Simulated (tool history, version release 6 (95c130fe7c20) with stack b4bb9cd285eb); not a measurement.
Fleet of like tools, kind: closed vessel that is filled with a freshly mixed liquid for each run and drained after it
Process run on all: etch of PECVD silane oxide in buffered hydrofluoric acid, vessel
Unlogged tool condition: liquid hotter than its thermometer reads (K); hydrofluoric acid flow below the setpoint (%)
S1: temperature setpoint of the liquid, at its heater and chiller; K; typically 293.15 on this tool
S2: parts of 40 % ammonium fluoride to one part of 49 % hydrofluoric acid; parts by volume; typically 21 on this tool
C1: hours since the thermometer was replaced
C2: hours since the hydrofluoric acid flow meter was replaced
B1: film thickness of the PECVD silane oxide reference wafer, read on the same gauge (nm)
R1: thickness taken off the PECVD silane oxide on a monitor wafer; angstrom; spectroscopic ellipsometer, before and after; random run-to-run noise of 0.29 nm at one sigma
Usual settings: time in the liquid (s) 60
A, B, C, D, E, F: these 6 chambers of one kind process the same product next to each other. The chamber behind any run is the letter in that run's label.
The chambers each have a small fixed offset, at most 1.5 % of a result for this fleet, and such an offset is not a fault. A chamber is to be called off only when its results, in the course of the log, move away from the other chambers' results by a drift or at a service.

Run 1C, hour 10.7: usual settings; C1 240.1; C2 1300.1; B1 69.995. Result: R1 652.01 angstrom.
Run 2E, hour 20.7: usual settings; C1 810.7; C2 530.4; B1 70.035. Result: R1 635.75 angstrom.
Run 3D, hour 33.3: usual settings; C1 1243.2; C2 376.7; B1 70.042. Result: R1 650.50 angstrom.
Run 4F, hour 45.7: usual settings; C1 519.5; C2 407.5; B1 70.015. Result: R1 640.04 angstrom.
Run 5B, hour 54.0: usual settings; C1 2966.7; C2 588.7; B1 69.968. Result: R1 637.35 angstrom.
Run 6A, hour 62.4: usual settings; C1 695.7; C2 303.9; B1 69.996. Result: R1 635.19 angstrom.
Run 7C, hour 70.1: usual settings but S1 296.65 K, time in the liquid (s) 90; C1 299.5; C2 1359.5; B1 70.046. Result: R1 1191.50 angstrom.
At hour 73.3: chamber F: hydrofluoric acid flow meter replaced.
Run 8E, hour 78.8: usual settings but S1 296.65 K, time in the liquid (s) 90; C1 868.8; C2 588.5; B1 70.017. Result: R1 1161.60 angstrom.
Run 9D, hour 86.5: usual settings but S1 296.65 K, time in the liquid (s) 90; C1 1296.4; C2 429.9; B1 70.003. Result: R1 1178.90 angstrom.
Run 10F, hour 97.7: usual settings but S1 296.65 K, time in the liquid (s) 90; C1 571.5; C2 24.4; B1 69.999. Result: R1 1169.00 angstrom.
Run 11A, hour 108.8: usual settings but S1 296.65 K, time in the liquid (s) 90; C1 742.1; C2 350.3; B1 69.977. Result: R1 1160.90 angstrom.
Run 12B, hour 115.2: usual settings but S1 296.65 K, time in the liquid (s) 90; C1 3027.9; C2 649.9; B1 70.029. Result: R1 1160.70 angstrom.
Run 13D, hour 121.1: usual settings but S1 290.15 K, time in the liquid (s) 85; C1 1331.0; C2 464.5; B1 70.014. Result: R1 766.26 angstrom.
At hour 125.0: chamber B: thermometer replaced.
Run 14E, hour 132.3: usual settings but S1 290.15 K, time in the liquid (s) 85; C1 922.3; C2 642.0; B1 69.979. Result: R1 762.55 angstrom.
Run 15F, hour 141.7: usual settings but S1 290.15 K, time in the liquid (s) 85; C1 615.5; C2 68.4; B1 70.026. Result: R1 761.12 angstrom.
Run 16B, hour 152.9: usual settings but S1 290.15 K, time in the liquid (s) 85; C1 28.0; C2 687.6; B1 69.965. Result: R1 769.08 angstrom.
Run 17A, hour 163.9: usual settings but S1 290.15 K, time in the liquid (s) 85; C1 797.2; C2 405.4; B1 70.039. Result: R1 759.21 angstrom.
Run 18C, hour 171.5: usual settings but S1 290.15 K, time in the liquid (s) 85; C1 400.9; C2 1460.9; B1 69.963. Result: R1 766.68 angstrom.
At hour 174.1: chamber D: thermometer replaced.
Run 19C, hour 183.1: usual settings; C1 412.5; C2 1472.5; B1 70.003. Result: R1 645.27 angstrom.
Run 20D, hour 189.3: usual settings; C1 15.3; C2 532.7; B1 70.020. Result: R1 647.55 angstrom.
Run 21F, hour 195.7: usual settings; C1 669.5; C2 122.4; B1 69.970. Result: R1 641.43 angstrom.
Run 22E, hour 207.9: usual settings; C1 997.9; C2 717.6; B1 70.030. Result: R1 637.55 angstrom.
Run 23A, hour 217.4: usual settings; C1 850.7; C2 458.9; B1 69.979. Result: R1 637.73 angstrom.
Run 24B, hour 223.4: usual settings; C1 98.5; C2 758.1; B1 69.992. Result: R1 641.83 angstrom.
Run 25B, hour 234.9: usual settings; C1 110.0; C2 769.6; B1 70.032. Result: R1 633.16 angstrom.
Run 26F, hour 241.6: usual settings; C1 715.4; C2 168.3; B1 69.950. Result: R1 642.05 angstrom.
Run 27D, hour 254.5: usual settings; C1 80.5; C2 597.9; B1 69.984. Result: R1 652.64 angstrom.
Run 28C, hour 263.1: usual settings; C1 492.5; C2 1552.5; B1 70.021. Result: R1 644.00 angstrom.
Run 29A, hour 272.1: usual settings; C1 905.4; C2 513.6; B1 69.997. Result: R1 641.08 angstrom.
Run 30E, hour 278.6: usual settings; C1 1068.6; C2 788.3; B1 70.028. Result: R1 637.15 angstrom.
Run 31B, hour 289.4: usual settings; C1 164.5; C2 824.1; B1 70.008. Result: R1 637.57 angstrom.
Run 32A, hour 298.5: usual settings; C1 931.8; C2 540.0; B1 69.988. Result: R1 640.67 angstrom.
Run 33E, hour 307.9: usual settings; C1 1097.9; C2 817.6; B1 70.025. Result: R1 634.54 angstrom.
Run 34F, hour 316.9: usual settings; C1 790.7; C2 243.6; B1 69.977. Result: R1 634.75 angstrom.
At hour 317.0: chamber D: hydrofluoric acid flow meter replaced.
Run 35C, hour 330.1: usual settings; C1 559.5; C2 1619.5; B1 70.025. Result: R1 646.75 angstrom.
Run 36D, hour 337.4: usual settings; C1 163.4; C2 20.4; B1 69.993. Result: R1 646.13 angstrom.
Run 37C, hour 344.7: usual settings; C1 574.1; C2 1634.1; B1 69.970. Result: R1 644.16 angstrom.
Run 38D, hour 351.4: usual settings; C1 177.4; C2 34.4; B1 69.984. Result: R1 643.61 angstrom.
Run 39F, hour 359.5: usual settings; C1 833.3; C2 286.2; B1 70.009. Result: R1 641.75 angstrom.
Run 40E, hour 366.5: usual settings; C1 1156.5; C2 876.2; B1 70.013. Result: R1 633.27 angstrom.
At hour 370.7: chamber B: hydrofluoric acid flow meter replaced.
Run 41B, hour 372.6: usual settings; C1 247.7; C2 2.0; B1 70.014. Result: R1 640.36 angstrom.
Run 42A, hour 380.0: usual settings; C1 1013.3; C2 621.5; B1 69.998. Result: R1 642.27 angstrom.
Run 43A, hour 388.4: usual settings; C1 1021.7; C2 629.9; B1 69.944. Result: R1 636.70 angstrom.
Run 44D, hour 397.8: usual settings; C1 223.8; C2 80.8; B1 70.023. Result: R1 646.16 angstrom.

Is one chamber off against the others, does the gauge drift, or is nothing wrong? If a chamber is off, say which, and what the likeliest cause is.

No chamber is off and the gauge is stable; the differences are just each chamber's small, constant offset.
